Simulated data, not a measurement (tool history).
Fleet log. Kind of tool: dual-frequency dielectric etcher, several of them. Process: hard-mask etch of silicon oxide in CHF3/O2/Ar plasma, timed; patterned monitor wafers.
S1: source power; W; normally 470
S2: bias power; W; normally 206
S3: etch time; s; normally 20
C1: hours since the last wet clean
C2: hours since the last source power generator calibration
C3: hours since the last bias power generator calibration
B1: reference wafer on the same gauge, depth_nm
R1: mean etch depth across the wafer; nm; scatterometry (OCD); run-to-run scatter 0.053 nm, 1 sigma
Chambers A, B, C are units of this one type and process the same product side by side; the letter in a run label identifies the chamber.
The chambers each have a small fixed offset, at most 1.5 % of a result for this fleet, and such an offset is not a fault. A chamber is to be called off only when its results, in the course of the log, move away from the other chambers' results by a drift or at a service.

{"run": "1B", "hour": 14.6, "S1": 470, "S2": 206, "S3": 20, "C1": 296.2, "C2": 3637.1, "C3": 1466.5, "B1": 33.818, "R1": 37.493}
{"run": "2C", "hour": 24.6, "S1": 470, "S2": 206, "S3": 20, "C1": 426.5, "C2": 2121.7, "C3": 2044.2, "B1": 33.814, "R1": 38.251}
{"run": "3A", "hour": 31.8, "S1": 470, "S2": 206, "S3": 20, "C1": 466.7, "C2": 232.6, "C3": 2143.7, "B1": 33.826, "R1": 37.404}
{"run": "4C", "hour": 42.6, "S1": 470, "S2": 206, "S3": 20, "C1": 444.5, "C2": 2139.7, "C3": 2062.2, "B1": 33.836, "R1": 38.194}
{"run": "5B", "hour": 49.2, "S1": 470, "S2": 206, "S3": 20, "C1": 330.8, "C2": 3671.7, "C3": 1501.1, "B1": 33.838, "R1": 37.475}
{"run": "6A", "hour": 61.1, "S1": 470, "S2": 206, "S3": 20, "C1": 496, "C2": 261.9, "C3": 2173, "B1": 33.849, "R1": 37.486}
{"run": "7A", "hour": 70.8, "S1": 470, "S2": 206, "S3": 20, "C1": 505.7, "C2": 271.6, "C3": 2182.7, "B1": 33.854, "R1": 37.355}
{"hour": 77.2, "done": "chamber C: wet clean of the chamber"}
{"run": "8C", "hour": 79.5, "S1": 470, "S2": 206, "S3": 20, "C1": 2.4, "C2": 2176.6, "C3": 2099.1, "B1": 33.867, "R1": 38.264}
{"run": "9B", "hour": 87.3, "S1": 550, "S2": 206, "S3": 22, "C1": 368.9, "C2": 3709.8, "C3": 1539.2, "B1": 33.878, "R1": 43.887}
{"run": "10A", "hour": 94.7, "S1": 550, "S2": 206, "S3": 22, "C1": 529.6, "C2": 295.5, "C3": 2206.6, "B1": 33.849, "R1": 43.702}
{"run": "11B", "hour": 106.2, "S1": 550, "S2": 206, "S3": 22, "C1": 387.8, "C2": 3728.7, "C3": 1558.1, "B1": 33.872, "R1": 43.714}
{"run": "12C", "hour": 119.2, "S1": 470, "S2": 206, "S3": 24.5, "C1": 42.1, "C2": 2216.3, "C3": 2138.8, "B1": 33.875, "R1": 46.965}
{"hour": 124.2, "done": "chamber A: wet clean of the chamber"}
{"run": "13C", "hour": 133.0, "S1": 470, "S2": 206, "S3": 24.5, "C1": 55.9, "C2": 2230.1, "C3": 2152.6, "B1": 33.905, "R1": 46.92}
{"run": "14B", "hour": 144.1, "S1": 470, "S2": 206, "S3": 24.5, "C1": 425.7, "C2": 3766.6, "C3": 1596, "B1": 33.896, "R1": 46.163}
{"run": "15A", "hour": 155.0, "S1": 470, "S2": 206, "S3": 20, "C1": 30.8, "C2": 355.8, "C3": 2266.9, "B1": 33.903, "R1": 37.466}
{"run": "16B", "hour": 165.8, "S1": 470, "S2": 206, "S3": 20, "C1": 447.4, "C2": 3788.3, "C3": 1617.7, "B1": 33.91, "R1": 37.665}
{"run": "17A", "hour": 177.1, "S1": 420, "S2": 226, "S3": 20, "C1": 52.9, "C2": 377.9, "C3": 2289, "B1": 33.931, "R1": 37.191}
{"run": "18C", "hour": 183.6, "S1": 420, "S2": 226, "S3": 20, "C1": 106.5, "C2": 2280.7, "C3": 2203.2, "B1": 33.925, "R1": 38.071}
{"run": "19C", "hour": 191.8, "S1": 420, "S2": 226, "S3": 20, "C1": 114.7, "C2": 2288.9, "C3": 2211.4, "B1": 33.93, "R1": 37.967}
{"hour": 198.7, "done": "chamber B: wet clean of the chamber"}
{"run": "20A", "hour": 198.7, "S1": 470, "S2": 206, "S3": 20, "C1": 74.5, "C2": 399.5, "C3": 2310.6, "B1": 33.936, "R1": 37.514}
{"run": "21B", "hour": 208.3, "S1": 470, "S2": 166, "S3": 17.5, "C1": 9.6, "C2": 3830.8, "C3": 1660.2, "B1": 33.95, "R1": 30.612}
{"run": "22C", "hour": 219.9, "S1": 470, "S2": 166, "S3": 17.5, "C1": 142.8, "C2": 2317, "C3": 2239.5, "B1": 33.951, "R1": 31.148}
{"run": "23B", "hour": 229.8, "S1": 470, "S2": 166, "S3": 17.5, "C1": 31.1, "C2": 3852.3, "C3": 1681.7, "B1": 33.955, "R1": 30.611}
{"run": "24A", "hour": 237.9, "S1": 470, "S2": 206, "S3": 20, "C1": 113.7, "C2": 438.7, "C3": 2349.8, "B1": 33.965, "R1": 37.557}
{"run": "25C", "hour": 245.8, "S1": 470, "S2": 206, "S3": 17.5, "C1": 168.7, "C2": 2342.9, "C3": 2265.4, "B1": 33.986, "R1": 33.54}
{"run": "26B", "hour": 253.7, "S1": 470, "S2": 206, "S3": 17.5, "C1": 55, "C2": 3876.2, "C3": 1705.6, "B1": 33.975, "R1": 32.96}
{"run": "27A", "hour": 267.5, "S1": 470, "S2": 206, "S3": 17.5, "C1": 143.3, "C2": 468.3, "C3": 2379.4, "B1": 33.982, "R1": 32.877}
{"run": "28C", "hour": 274.8, "S1": 470, "S2": 206, "S3": 20, "C1": 197.7, "C2": 2371.9, "C3": 2294.4, "B1": 33.995, "R1": 38.413}

For the next run the whole fleet of 3 chambers uses the same settings. Give each chamber's results:
{"run": "29A", "hour": 285.3, "S1": 470, "S2": 206, "S3": 20, "R1": "?"}
{"run": "29B", "hour": 285.3, "S1": 470, "S2": 206, "S3": 20, "R1": "?"}
{"run": "29C", "hour": 285.3, "S1": 470, "S2": 206, "S3": 20, "R1": "?"}

run=29A R1=37.592
run=29B R1=37.683
run=29C R1=38.336
